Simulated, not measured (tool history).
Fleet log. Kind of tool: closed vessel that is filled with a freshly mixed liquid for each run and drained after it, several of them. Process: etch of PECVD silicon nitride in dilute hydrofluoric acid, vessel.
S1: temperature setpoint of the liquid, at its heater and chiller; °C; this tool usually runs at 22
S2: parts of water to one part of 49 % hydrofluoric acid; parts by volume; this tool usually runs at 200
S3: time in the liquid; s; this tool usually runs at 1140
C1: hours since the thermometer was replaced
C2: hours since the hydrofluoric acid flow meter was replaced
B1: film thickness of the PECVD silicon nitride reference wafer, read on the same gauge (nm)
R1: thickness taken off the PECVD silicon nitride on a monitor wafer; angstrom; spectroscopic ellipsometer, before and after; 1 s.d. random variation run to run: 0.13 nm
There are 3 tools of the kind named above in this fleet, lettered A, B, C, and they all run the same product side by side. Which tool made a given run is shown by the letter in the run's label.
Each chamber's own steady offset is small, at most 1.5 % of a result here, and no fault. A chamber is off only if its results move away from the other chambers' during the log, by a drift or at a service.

Run 1A, hour 7.7: usual settings; C1 810.1; C2 87.6; B1 100.01. Result: R1 174.02 angstrom.
Run 2B, hour 13.3: usual settings; C1 150.5; C2 77.7; B1 99.958. Result: R1 166.99 angstrom.
Run 3C, hour 19.5: usual settings; C1 375.4; C2 208.1; B1 99.984. Result: R1 169.29 angstrom.
Run 4A, hour 27.7: usual settings; C1 830.1; C2 107.6; B1 99.989. Result: R1 171.64 angstrom.
Run 5C, hour 34: usual settings; C1 389.9; C2 222.6; B1 100.03. Result: R1 170.77 angstrom.
Run 6B, hour 43.1: usual settings; C1 180.3; C2 107.5; B1 99.998. Result: R1 166.16 angstrom.
Run 7C, hour 51: usual settings; C1 406.9; C2 239.6; B1 100.01. Result: R1 172.23 angstrom.
Run 8A, hour 58.7: usual settings; C1 861.1; C2 138.6; B1 100.01. Result: R1 171.72 angstrom.
Run 9B, hour 67: usual settings; C1 204.2; C2 131.4; B1 100.03. Result: R1 168.7 angstrom.
Run 10C, hour 73.5: usual settings but S3 1495 s; C1 429.4; C2 262.1; B1 99.988. Result: R1 228.14 angstrom.
Run 11A, hour 81.6: usual settings but S3 1495 s; C1 884; C2 161.5; B1 100.01. Result: R1 219.77 angstrom.
Run 12B, hour 90.4: usual settings but S3 1495 s; C1 227.6; C2 154.8; B1 100.01. Result: R1 216.45 angstrom.
Run 13B, hour 95.7: usual settings; C1 232.9; C2 160.1; B1 99.963. Result: R1 168.77 angstrom.
Run 14C, hour 103.3: usual settings; C1 459.2; C2 291.9; B1 99.948. Result: R1 172.42 angstrom.
Run 15A, hour 114.5: usual settings; C1 916.9; C2 194.4; B1 100.01. Result: R1 172.81 angstrom.
Run 16B, hour 123.4: usual settings; C1 260.6; C2 187.8; B1 100.01. Result: R1 167.66 angstrom.
At hour 127.6: chamber C: thermometer replaced.
Run 17A, hour 128.3: usual settings but S1 24.5 °C; C1 930.7; C2 208.2; B1 100.02. Result: R1 202.15 angstrom.
Run 18C, hour 138.4: usual settings but S1 24.5 °C; C1 10.9; C2 327; B1 99.995. Result: R1 202.51 angstrom.
Run 19B, hour 145.3: usual settings but S1 24.5 °C; C1 282.5; C2 209.7; B1 100.03. Result: R1 197.42 angstrom.
Run 20C, hour 151: usual settings but S1 25.5 °C; C1 23.5; C2 339.6; B1 99.997. Result: R1 211.51 angstrom.
Run 21A, hour 158.1: usual settings but S1 25.5 °C; C1 960.5; C2 238; B1 100.03. Result: R1 216.65 angstrom.
Run 22A, hour 164.4: usual settings but S1 25.5 °C; C1 966.8; C2 244.3; B1 99.986. Result: R1 218.08 angstrom.
Run 23C, hour 174.8: usual settings; C1 47.3; C2 363.4; B1 100.04. Result: R1 169.82 angstrom.
Run 24B, hour 181.2: usual settings; C1 318.4; C2 245.6; B1 99.974. Result: R1 166.61 angstrom.
Run 25C, hour 192: usual settings; C1 64.5; C2 380.6; B1 100.03. Result: R1 168.87 angstrom.
Run 26B, hour 198: usual settings; C1 335.2; C2 262.4; B1 100.03. Result: R1 167.17 angstrom.
Run 27A, hour 203.4: usual settings; C1 1005.8; C2 283.3; B1 99.977. Result: R1 178.21 angstrom.
Run 28C, hour 210.8: usual settings; C1 83.3; C2 399.4; B1 99.995. Result: R1 173.59 angstrom.
Run 29B, hour 217.2: usual settings; C1 354.4; C2 281.6; B1 100.01. Result: R1 166.13 angstrom.
Run 30A, hour 226.9: usual settings but S2 135 parts by volume; C1 1029.3; C2 306.8; B1 99.996. Result: R1 267.21 angstrom.
Run 31C, hour 237.1: usual settings but S2 135 parts by volume; C1 109.6; C2 425.7; B1 99.99. Result: R1 253.21 angstrom.
Run 32B, hour 243: usual settings but S2 135 parts by volume; C1 380.2; C2 307.4; B1 100.01. Result: R1 248.41 angstrom.
Run 33A, hour 251.6: usual settings; C1 1054; C2 331.5; B1 100.01. Result: R1 182.47 angstrom.

Does one chamber stand apart from the rest, does the shared gauge drift, or is all well apart from small per-chamber offsets? Give the chamber and the most likely cause, where there is one.

One chamber, A, drifts off from the rest bit by bit.
Likeliest cause: liquid hotter than its thermometer reads (K) = 1.09.
The log may not separate it from: hydrofluoric acid flow above the setpoint (%).

Below are 4 candidate recipes for chamber A's next run, each the usual settings with a change, their results shown as question marks. Which of them brings A's results back in line with what the other chambers give on the usual settings?
In line here means within this much of the mean the other chambers give on the usual settings: R1 4.5 angstrom
Run 34A-1, hour 259.7: usual settings but S2 215 parts by volume, S3 1035 s. Result: R1 ?.
Run 34A-2, hour 259.7: usual settings but S3 1230 s. Result: R1 ?.
Run 34A-3, hour 259.7: usual settings but S1 22.5 °C, S2 190 parts by volume, S3 1235 s. Result: R1 ?.
Run 34A-4, hour 259.7: usual settings but S2 205 parts by volume, S3 1085 s. Result: R1 ?.

The mean the other chambers reach with the usual settings: R1 169.51 angstrom
  run      R1
34A-1  154.53
34A-2  197.42
34A-3  215.44
34A-4   169.9
34A-4 brings the chamber back in line.
